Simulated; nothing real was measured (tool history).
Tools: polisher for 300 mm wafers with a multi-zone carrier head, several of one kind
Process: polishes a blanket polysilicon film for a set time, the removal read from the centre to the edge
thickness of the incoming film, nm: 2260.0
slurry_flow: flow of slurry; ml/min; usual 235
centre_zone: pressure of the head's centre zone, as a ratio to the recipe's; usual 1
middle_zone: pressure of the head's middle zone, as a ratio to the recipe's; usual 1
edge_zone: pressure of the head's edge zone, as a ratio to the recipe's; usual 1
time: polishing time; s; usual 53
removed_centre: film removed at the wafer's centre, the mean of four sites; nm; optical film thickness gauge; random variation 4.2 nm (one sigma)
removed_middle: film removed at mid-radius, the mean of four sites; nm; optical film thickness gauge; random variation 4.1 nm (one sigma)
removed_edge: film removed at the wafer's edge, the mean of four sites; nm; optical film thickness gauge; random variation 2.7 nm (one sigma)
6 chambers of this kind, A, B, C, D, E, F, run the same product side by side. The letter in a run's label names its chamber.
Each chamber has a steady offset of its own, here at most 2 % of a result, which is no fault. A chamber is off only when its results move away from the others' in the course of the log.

| run | hour | slurry_flow | centre_zone | middle_zone | edge_zone | time | wafers polished on this pad | hours since the slurry nozzle was cleaned | hours since the centre zone pressure was calibrated | hours since the edge zone pressure was calibrated | removed_centre | removed_middle | removed_edge |
|---|---|---|---|---|---|---|---|---|---|---|---|---|---|
|  | 3.4 | chamber E: slurry nozzle cleaned |
| 1E | 6.5 | 235 | 1 | 1 | 1 | 53 | 836 | 3.1 | 123.3 | 71.2 | 338.57 | 346.88 | 337.44 |
| 2C | 17.5 | 235 | 1 | 1 | 1 | 53 | 466 | 88.5 | 237.1 | 32.7 | 342.88 | 348.46 | 342.3 |
| 3D | 28.2 | 235 | 1 | 1 | 1 | 53 | 1171 | 175.5 | 237.7 | 823.7 | 352.16 | 349.55 | 341.59 |
|  | 28.5 | chamber E: worn pad replaced by a new one |
|  | 32.6 | chamber C: worn pad replaced by a new one |
| 4B | 38.7 | 235 | 1 | 1 | 1 | 53 | 621 | 739.7 | 561.6 | 373.9 | 343.82 | 346.85 | 338.88 |
|  | 47.1 | chamber B: slurry nozzle cleaned |
| 5A | 47.4 | 235 | 1 | 1 | 1 | 53 | 336 | 197.3 | 288.7 | 61.5 | 338.56 | 335.91 | 347.23 |
| 6F | 61.6 | 235 | 1 | 1 | 1 | 53 | 1098 | 405.4 | 171.2 | 595.6 | 342.69 | 337.62 | 345.64 |
| 7B | 69.9 | 235 | 1 | 1 | 1 | 53 | 834 | 22.8 | 592.8 | 405.1 | 343.22 | 350.25 | 346.8 |
|  | 79.9 | chamber D: worn pad replaced by a new one |
| 8D | 81.8 | 235 | 1 | 1.05 | 1.06 | 53 | 13 | 229.1 | 291.3 | 877.3 | 335.19 | 362.34 | 356.27 |
| 9C | 93.2 | 235 | 1 | 1.05 | 1.06 | 53 | 414 | 164.2 | 312.8 | 108.4 | 342.32 | 365.67 | 353.76 |
| 10E | 100.4 | 235 | 1 | 1.05 | 1.06 | 53 | 491 | 97 | 217.2 | 165.1 | 342.6 | 353.29 | 354.9 |
| 11A | 108.8 | 235 | 1 | 1.05 | 1.06 | 53 | 756 | 258.7 | 350.1 | 122.9 | 346.69 | 354.86 | 356.8 |
|  | 115.9 | chamber F: worn pad replaced by a new one |
| 12F | 120.9 | 235 | 1 | 1.05 | 1.06 | 53 | 34 | 464.7 | 230.5 | 654.9 | 344.7 | 353.93 | 351.72 |
| 13C | 128.7 | 235 | 1 | 1.05 | 1.06 | 53 | 657 | 199.7 | 348.3 | 143.9 | 344.41 | 353.99 | 352.7 |
|  | 137.7 | chamber C: worn pad replaced by a new one |
| 14A | 141.1 | 235 | 1 | 1 | 1 | 53 | 977 | 291 | 382.4 | 155.2 | 348.21 | 339.08 | 347.05 |
|  | 143.1 | chamber C: slurry nozzle cleaned |
| 15B | 148.6 | 235 | 1 | 1 | 1 | 53 | 1373 | 101.5 | 671.5 | 483.8 | 347.74 | 349.56 | 342.8 |
| 16F | 161.7 | 235 | 1 | 1 | 1 | 53 | 313 | 505.5 | 271.3 | 695.7 | 342.88 | 338.93 | 343.06 |
| 17E | 170.4 | 235 | 1 | 1 | 1 | 53 | 970 | 167 | 287.2 | 235.1 | 352.18 | 339.75 | 345.19 |
| 18D | 178.4 | 260 | 1 | 1 | 0.91 | 53 | 673 | 325.7 | 387.9 | 973.9 | 352.17 | 345.91 | 332.72 |
| 19C | 185.7 | 260 | 1 | 1 | 0.91 | 53 | 328 | 42.7 | 405.3 | 200.9 | 348.03 | 346.84 | 331.31 |
|  | 187.3 | chamber A: worn pad replaced by a new one |
| 20E | 195.4 | 260 | 1 | 1 | 0.91 | 53 | 1141 | 192 | 312.2 | 260.1 | 349.51 | 346.59 | 328.12 |
|  | 198.7 | chamber E: worn pad replaced by a new one |
| 21D | 209.2 | 260 | 1 | 1 | 0.91 | 53 | 884 | 356.5 | 418.7 | 1004.7 | 344.16 | 350.17 | 331.27 |
|  | 209.4 | chamber E: centre zone pressure recalibrated |
| 22F | 222 | 260 | 1 | 1 | 0.91 | 53 | 726 | 565.8 | 331.6 | 756 | 349.63 | 347.64 | 330.08 |
| 23A | 233.3 | 260 | 1 | 1 | 0.91 | 53 | 315 | 383.2 | 474.6 | 247.4 | 342.15 | 339.73 | 332.85 |
|  | 234.4 | chamber C: worn pad replaced by a new one |
| 24B | 246.1 | 235 | 1 | 1 | 1 | 53 | 2040 | 199 | 769 | 581.3 | 336.7 | 338.19 | 335.45 |
|  | 246.9 | chamber D: centre zone pressure recalibrated |
| 25F | 252.7 | 235 | 1 | 1 | 1 | 53 | 936 | 596.5 | 362.3 | 786.7 | 345.16 | 341.13 | 341.41 |
|  | 254.1 | chamber E: slurry nozzle cleaned |
|  | 259.2 | chamber D: worn pad replaced by a new one |
| 26D | 263.4 | 175 | 1 | 1 | 1 | 61 | 28 | 410.7 | 16.6 | 1058.9 | 379.21 | 389.19 | 385.56 |
| 27C | 273.2 | 175 | 1 | 1 | 1 | 61 | 266 | 130.2 | 492.8 | 288.4 | 373.27 | 373.27 | 383.87 |
| 28E | 285.3 | 175 | 1 | 1 | 1 | 61 | 592 | 31.2 | 75.9 | 350 | 382.57 | 378.98 | 384.51 |
| 29A | 297.5 | 175 | 1 | 1 | 1 | 61 | 754 | 447.4 | 538.8 | 311.6 | 380.08 | 370.74 | 391.23 |
|  | 302.6 | chamber F: worn pad replaced by a new one |
| 30B | 308.4 | 175 | 1 | 1 | 1 | 61 | 2466 | 261.3 | 831.3 | 643.6 | 360.87 | 365.21 | 364.35 |
| 31C | 319.3 | 175 | 1 | 1 | 1 | 61 | 581 | 176.3 | 538.9 | 334.5 | 379.3 | 375.38 | 379.11 |
| 32F | 328.7 | 235 | 1 | 1 | 1 | 53 | 178 | 672.5 | 438.3 | 862.7 | 338.6 | 345.87 | 345.38 |
|  | 332.3 | chamber F: centre zone pressure recalibrated |
|  | 337 | chamber C: worn pad replaced by a new one |
| 33E | 337.8 | 235 | 1 | 1 | 1 | 53 | 951 | 83.7 | 128.4 | 402.5 | 351.93 | 338.62 | 339.69 |
|  | 343.9 | chamber E: worn pad replaced by a new one |
| 34B | 348.3 | 235 | 1 | 1 | 1 | 53 | 2739 | 301.2 | 871.2 | 683.5 | 325.46 | 327.12 | 326.89 |
| 35A | 359.5 | 235 | 1 | 1 | 1 | 53 | 1178 | 509.4 | 600.8 | 373.6 | 341.2 | 335.84 | 345.84 |
|  | 367.6 | chamber B: centre zone pressure recalibrated |
| 36D | 370.3 | 235 | 1 | 1 | 1 | 53 | 760 | 517.6 | 123.5 | 1165.8 | 340.12 | 349.41 | 344.43 |
| 37C | 382.9 | 235 | 1 | 1 | 1 | 53 | 314 | 239.9 | 602.5 | 398.1 | 338.31 | 341.11 | 341.65 |
| 38E | 395.9 | 235 | 1 | 1 | 1 | 53 | 355 | 141.8 | 186.5 | 460.6 | 337.06 | 344.12 | 342.35 |
| 39A | 409.6 | 235 | 1 | 1 | 1 | 53 | 1521 | 559.5 | 650.9 | 423.7 | 345.9 | 343.16 | 341.83 |
|  | 409.9 | chamber A: worn pad replaced by a new one |
| 40F | 418.7 | 235 | 1 | 1 | 1 | 53 | 794 | 762.5 | 86.4 | 952.7 | 333.48 | 348.98 | 342.17 |
|  | 426.3 | chamber A: slurry nozzle cleaned |
| 41B | 429.2 | 235 | 1 | 1 | 1 | 53 | 3292 | 382.1 | 61.6 | 764.4 | 322.45 | 322.26 | 315.77 |
| 42D | 441.3 | 235 | 1 | 1 | 1 | 53 | 1245 | 588.6 | 194.5 | 1236.8 | 338.06 | 339.67 | 341.02 |
| 43B | 450.5 | 235 | 1 | 1 | 1 | 63 | 3438 | 403.4 | 82.9 | 785.7 | 371.85 | 383.61 | 372.88 |
| 44A | 462.1 | 235 | 1 | 1 | 1 | 63 | 357 | 35.8 | 703.4 | 476.2 | 399.62 | 403.5 | 412.93 |

All 6 chambers run these settings next. Forecast each chamber's results:
| 45A | 472.3 | 260 | 1 | 1 | 1 | 53 |  |  |  |  | ? | ? | ? |
| 45B | 472.3 | 260 | 1 | 1 | 1 | 53 |  |  |  |  | ? | ? | ? |
| 45C | 472.3 | 260 | 1 | 1 | 1 | 53 |  |  |  |  | ? | ? | ? |
| 45D | 472.3 | 260 | 1 | 1 | 1 | 53 |  |  |  |  | ? | ? | ? |
| 45E | 472.3 | 260 | 1 | 1 | 1 | 53 |  |  |  |  | ? | ? | ? |
| 45F | 472.3 | 260 | 1 | 1 | 1 | 53 |  |  |  |  | ? | ? | ? |

| run | removed_centre | removed_middle | removed_edge |
|---|---|---|---|
| 45A | 358.06 | 345.84 | 348.59 |
| 45B | 313.02 | 318.85 | 308.31 |
| 45C | 345.46 | 357.26 | 347.51 |
| 45D | 344.01 | 356.99 | 345.02 |
| 45E | 341.44 | 339.21 | 342.48 |
| 45F | 344.48 | 342.64 | 343.32 |
